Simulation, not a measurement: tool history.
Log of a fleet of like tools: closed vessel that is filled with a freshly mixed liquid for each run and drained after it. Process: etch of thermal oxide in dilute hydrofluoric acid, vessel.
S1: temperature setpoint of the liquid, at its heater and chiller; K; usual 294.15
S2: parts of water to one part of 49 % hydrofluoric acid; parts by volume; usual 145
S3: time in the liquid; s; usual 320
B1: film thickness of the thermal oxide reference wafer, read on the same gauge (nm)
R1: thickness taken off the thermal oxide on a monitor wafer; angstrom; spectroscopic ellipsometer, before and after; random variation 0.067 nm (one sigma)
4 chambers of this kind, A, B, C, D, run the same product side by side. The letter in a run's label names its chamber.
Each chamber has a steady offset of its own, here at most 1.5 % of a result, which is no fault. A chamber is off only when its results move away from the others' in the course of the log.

run 1B day=0.212 | S1=294.15 S2=145 S3=320 | B1=139.99 | R1=87.334
run 2D day=0.596 | S1=294.15 S2=145 S3=320 | B1=139.99 | R1=89.354
run 3C day=0.988 | S1=294.15 S2=145 S3=320 | B1=139.98 | R1=90.446
run 4A day=1.204 | S1=294.15 S2=145 S3=320 | B1=140.01 | R1=89.728
run 5D day=1.592 | S1=294.15 S2=145 S3=320 | B1=140.00 | R1=89.345
run 6B day=1.862 | S1=294.15 S2=145 S3=320 | B1=140.01 | R1=88.051
run 7A day=2.200 | S1=294.15 S2=145 S3=320 | B1=140.01 | R1=89.064
run 8C day=2.429 | S1=294.15 S2=145 S3=320 | B1=140.01 | R1=89.635
run 9A day=2.729 | S1=294.15 S2=145 S3=320 | B1=140.01 | R1=89.563
run 10C day=3.050 | S1=294.15 S2=145 S3=320 | B1=140.00 | R1=89.106
run 11D day=3.283 | S1=294.15 S2=145 S3=320 | B1=140.00 | R1=89.526
run 12B day=3.508 | S1=294.15 S2=145 S3=320 | B1=140.01 | R1=88.097
run 13C day=3.879 | S1=294.15 S2=145 S3=320 | B1=140.00 | R1=89.152
run 14B day=4.083 | S1=294.15 S2=145 S3=320 | B1=140.01 | R1=87.216
run 15A day=4.554 | S1=294.15 S2=145 S3=320 | B1=139.98 | R1=88.355
run 16D day=4.846 | S1=294.15 S2=145 S3=320 | B1=139.98 | R1=89.817
run 17D day=5.083 | S1=294.15 S2=145 S3=320 | B1=139.99 | R1=89.446
run 18A day=5.512 | S1=294.15 S2=145 S3=320 | B1=140.00 | R1=88.077
-- day=5.683 chamber A: hydrofluoric acid flow meter replaced
run 19B day=5.921 | S1=294.15 S2=145 S3=320 | B1=139.98 | R1=89.275
run 20C day=6.200 | S1=294.15 S2=145 S3=450 | B1=140.03 | R1=125.540
run 21C day=6.508 | S1=294.15 S2=145 S3=450 | B1=140.00 | R1=127.130
run 22A day=6.975 | S1=294.15 S2=145 S3=450 | B1=140.01 | R1=123.840
run 23B day=7.375 | S1=294.15 S2=145 S3=450 | B1=140.03 | R1=123.880
run 24D day=7.783 | S1=294.15 S2=145 S3=320 | B1=140.00 | R1=89.252
run 25A day=8.054 | S1=294.15 S2=90 S3=320 | B1=139.98 | R1=150.640
run 26C day=8.433 | S1=294.15 S2=90 S3=320 | B1=140.01 | R1=154.120
run 27B day=8.862 | S1=294.15 S2=90 S3=320 | B1=140.02 | R1=151.910
run 28D day=9.271 | S1=294.15 S2=90 S3=320 | B1=140.00 | R1=153.310
run 29A day=9.529 | S1=294.15 S2=145 S3=320 | B1=140.00 | R1=85.495
run 30B day=9.921 | S1=294.15 S2=145 S3=320 | B1=139.99 | R1=89.375
run 31D day=10.288 | S1=294.15 S2=145 S3=320 | B1=139.99 | R1=89.736
run 32C day=10.517 | S1=294.15 S2=145 S3=320 | B1=140.01 | R1=89.084
run 33A day=10.883 | S1=294.15 S2=145 S3=320 | B1=140.00 | R1=86.326
run 34B day=11.338 | S1=294.15 S2=145 S3=320 | B1=140.00 | R1=89.346
run 35C day=11.696 | S1=294.15 S2=145 S3=320 | B1=140.02 | R1=89.490
run 36D day=12.117 | S1=294.15 S2=145 S3=320 | B1=139.99 | R1=88.523
run 37D day=12.500 | S1=294.15 S2=145 S3=320 | B1=139.99 | R1=88.896
-- day=12.683 chamber C: hydrofluoric acid flow meter replaced
run 38A day=12.962 | S1=290.15 S2=120 S3=320 | B1=140.03 | R1=89.680
run 39C day=13.283 | S1=290.15 S2=120 S3=320 | B1=140.02 | R1=94.869
run 40B day=13.688 | S1=290.15 S2=120 S3=320 | B1=139.97 | R1=92.795
run 41C day=13.950 | S1=290.15 S2=120 S3=320 | B1=139.98 | R1=94.394
run 42B day=14.262 | S1=294.15 S2=145 S3=320 | B1=139.99 | R1=88.529

What goes on in this fleet: one chamber off, a drifting gauge, or nothing beyond the chambers' own small offsets? Name the chamber and the cause, if any.

Chamber A drifts away from the others.
Cause: liquid colder than its thermometer reads (K) = 1.35.

Here are 4 candidates for chamber A's next run, each the usual settings with a change, their results left as question marks. Which one brings its results back in line with what the others give on the usual settings?
In line means no further than this from the other chambers' mean on the usual settings: R1 2.300 angstrom
run 43A-1 day=14.604 | S1=294.65 S2=135 S3=320 | R1=?
run 43A-2 day=14.604 | S1=295.65 S2=145 S3=320 | R1=?
run 43A-3 day=14.604 | S1=294.15 S2=145 S3=290 | R1=?
run 43A-4 day=14.604 | S1=292.65 S2=145 S3=320 | R1=?

The other chambers' mean on the usual settings: R1 88.961 angstrom
run=43A-1 R1=93.706
run=43A-2 R1=89.820
run=43A-3 R1=76.717
run=43A-4 R1=79.713
43A-2 brings the chamber back in line.
